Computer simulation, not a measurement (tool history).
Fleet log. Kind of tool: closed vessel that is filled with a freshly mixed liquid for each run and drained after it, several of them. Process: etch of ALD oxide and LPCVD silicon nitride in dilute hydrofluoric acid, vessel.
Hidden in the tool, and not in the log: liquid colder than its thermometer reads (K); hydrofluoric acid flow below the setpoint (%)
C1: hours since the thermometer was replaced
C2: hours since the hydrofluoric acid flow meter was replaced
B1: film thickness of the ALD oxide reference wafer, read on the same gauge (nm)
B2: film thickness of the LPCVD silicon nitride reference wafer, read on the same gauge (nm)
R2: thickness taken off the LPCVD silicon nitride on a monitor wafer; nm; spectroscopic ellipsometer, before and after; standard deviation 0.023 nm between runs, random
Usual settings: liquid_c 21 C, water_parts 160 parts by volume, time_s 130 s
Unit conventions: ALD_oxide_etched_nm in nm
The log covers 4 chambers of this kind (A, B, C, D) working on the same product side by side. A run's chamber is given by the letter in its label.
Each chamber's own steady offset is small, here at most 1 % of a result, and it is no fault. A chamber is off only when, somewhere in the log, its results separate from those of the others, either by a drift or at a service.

Run 1A, hour 4.6: usual settings; C1 2258.8; C2 694.0; B1 120.01; B2 70.001. Result: ALD_oxide_etched_nm 10.3170 nm, R2 0.31943 nm.
Run 2B, hour 7.2: usual settings; C1 581.3; C2 799.9; B1 120.03; B2 69.971. Result: ALD_oxide_etched_nm 10.3410 nm, R2 0.31663 nm.
Run 3C, hour 10.7: usual settings; C1 13.0; C2 320.9; B1 120.04; B2 69.991. Result: ALD_oxide_etched_nm 10.4040 nm, R2 0.29816 nm.
Run 4D, hour 15.0: usual settings; C1 646.1; C2 1063.6; B1 120.05; B2 70.012. Result: ALD_oxide_etched_nm 10.2520 nm, R2 0.29572 nm.
Run 5C, hour 19.8: usual settings; C1 22.1; C2 330.0; B1 119.95; B2 69.985. Result: ALD_oxide_etched_nm 10.3980 nm, R2 0.30117 nm.
Run 6A, hour 23.1: usual settings but liquid_c 24 C, time_s 155 s; C1 2277.3; C2 712.5; B1 119.97; B2 69.986. Result: ALD_oxide_etched_nm 13.9900 nm, R2 0.47855 nm.
At hour 26.0: chamber D: thermometer replaced.
Run 7B, hour 26.7: usual settings but liquid_c 24 C, time_s 155 s; C1 600.8; C2 819.4; B1 120.05; B2 69.978. Result: ALD_oxide_etched_nm 13.6070 nm, R2 0.44777 nm.
Run 8D, hour 30.2: usual settings but liquid_c 24 C, time_s 155 s; C1 4.2; C2 1078.8; B1 120.00; B2 70.025. Result: ALD_oxide_etched_nm 13.8710 nm, R2 0.46400 nm.
Run 9B, hour 34.4: usual settings but liquid_c 24 C, time_s 155 s; C1 608.5; C2 827.1; B1 119.99; B2 69.982. Result: ALD_oxide_etched_nm 13.6380 nm, R2 0.46104 nm.
Run 10A, hour 39.1: usual settings; C1 2293.3; C2 728.5; B1 119.97; B2 69.999. Result: ALD_oxide_etched_nm 10.3620 nm, R2 0.37131 nm.
Run 11C, hour 43.1: usual settings; C1 45.4; C2 353.3; B1 119.99; B2 70.016. Result: ALD_oxide_etched_nm 10.4080 nm, R2 0.28482 nm.
Run 12D, hour 46.1: usual settings; C1 20.1; C2 1094.7; B1 119.99; B2 69.987. Result: ALD_oxide_etched_nm 10.4640 nm, R2 0.29925 nm.
Run 13B, hour 49.4: usual settings; C1 623.5; C2 842.1; B1 120.01; B2 70.021. Result: ALD_oxide_etched_nm 10.0300 nm, R2 0.29292 nm.
Run 14C, hour 53.4: usual settings; C1 55.7; C2 363.6; B1 119.96; B2 70.011. Result: ALD_oxide_etched_nm 10.3610 nm, R2 0.26929 nm.
Run 15D, hour 58.2: usual settings; C1 32.2; C2 1106.8; B1 120.02; B2 69.972. Result: ALD_oxide_etched_nm 10.4650 nm, R2 0.33595 nm.
Run 16A, hour 60.3: usual settings; C1 2314.5; C2 749.7; B1 119.97; B2 70.027. Result: ALD_oxide_etched_nm 10.3340 nm, R2 0.33228 nm.
Run 17D, hour 64.8: usual settings; C1 38.8; C2 1113.4; B1 119.99; B2 70.011. Result: ALD_oxide_etched_nm 10.3230 nm, R2 0.37269 nm.
Run 18C, hour 68.8: usual settings; C1 71.1; C2 379.0; B1 120.00; B2 69.996. Result: ALD_oxide_etched_nm 10.4620 nm, R2 0.35028 nm.
Run 19A, hour 72.2: usual settings; C1 2326.4; C2 761.6; B1 120.01; B2 70.063. Result: ALD_oxide_etched_nm 10.4780 nm, R2 0.34766 nm.
Run 20B, hour 75.5: usual settings; C1 649.6; C2 868.2; B1 120.01; B2 70.031. Result: ALD_oxide_etched_nm 9.8298 nm, R2 0.27882 nm.
Run 21D, hour 77.8: usual settings; C1 51.8; C2 1126.4; B1 120.02; B2 70.003. Result: ALD_oxide_etched_nm 10.4010 nm, R2 0.31737 nm.
Run 22A, hour 82.1: usual settings; C1 2336.3; C2 771.5; B1 119.96; B2 69.966. Result: ALD_oxide_etched_nm 10.5810 nm, R2 0.31644 nm.
Run 23C, hour 85.5: usual settings; C1 87.8; C2 395.7; B1 120.00; B2 69.980. Result: ALD_oxide_etched_nm 10.3540 nm, R2 0.31920 nm.
Run 24B, hour 88.5: usual settings; C1 662.6; C2 881.2; B1 120.01; B2 69.987. Result: ALD_oxide_etched_nm 9.8027 nm, R2 0.28529 nm.
Run 25B, hour 93.1: usual settings; C1 667.2; C2 885.8; B1 119.97; B2 70.023. Result: ALD_oxide_etched_nm 9.7044 nm, R2 0.28740 nm.
Run 26D, hour 97.9: usual settings; C1 71.9; C2 1146.5; B1 120.04; B2 69.981. Result: ALD_oxide_etched_nm 10.3880 nm, R2 0.29353 nm.

Is one chamber off against the others, does the gauge drift, or is nothing wrong? If a chamber is off, say which, and what the likeliest cause is.

Little by little, chamber B moves away from the other chambers.
Likeliest cause: liquid colder than its thermometer reads (K) = 1.76.

Chamber B could run next with any of the 4 candidate recipes listed below; each alters the usual settings, and their results appear as question marks. Which one brings its results back in line with what the other chambers deliver on the usual settings?
In-line tolerance around the mean of the other chambers on the usual settings: ALD_oxide_etched_nm 0.2300 nm; R2 0.08100 nm
Run 27B-1, hour 101.3: usual settings but liquid_c 22.5 C, water_parts 170 parts by volume, time_s 140 s. Result: ALD_oxide_etched_nm ?, R2 ?.
Run 27B-2, hour 101.3: usual settings but liquid_c 19.5 C, water_parts 150 parts by volume, time_s 120 s. Result: ALD_oxide_etched_nm ?, R2 ?.
Run 27B-3, hour 101.3: usual settings but liquid_c 21.5 C, water_parts 165 parts by volume, time_s 135 s. Result: ALD_oxide_etched_nm ?, R2 ?.
Run 27B-4, hour 101.3: usual settings but liquid_c 20.5 C, water_parts 155 parts by volume, time_s 125 s. Result: ALD_oxide_etched_nm ?, R2 ?.

What the other chambers average on the usual settings: ALD_oxide_etched_nm 10.4030 nm; R2 0.31866 nm
  run  ALD_oxide_etched_nm       R2
27B-1              10.3560  0.32043
27B-2               9.0744  0.25252
27B-3               9.9345  0.29741
27B-4               9.4870  0.27302
27B-1 brings the chamber back in line.
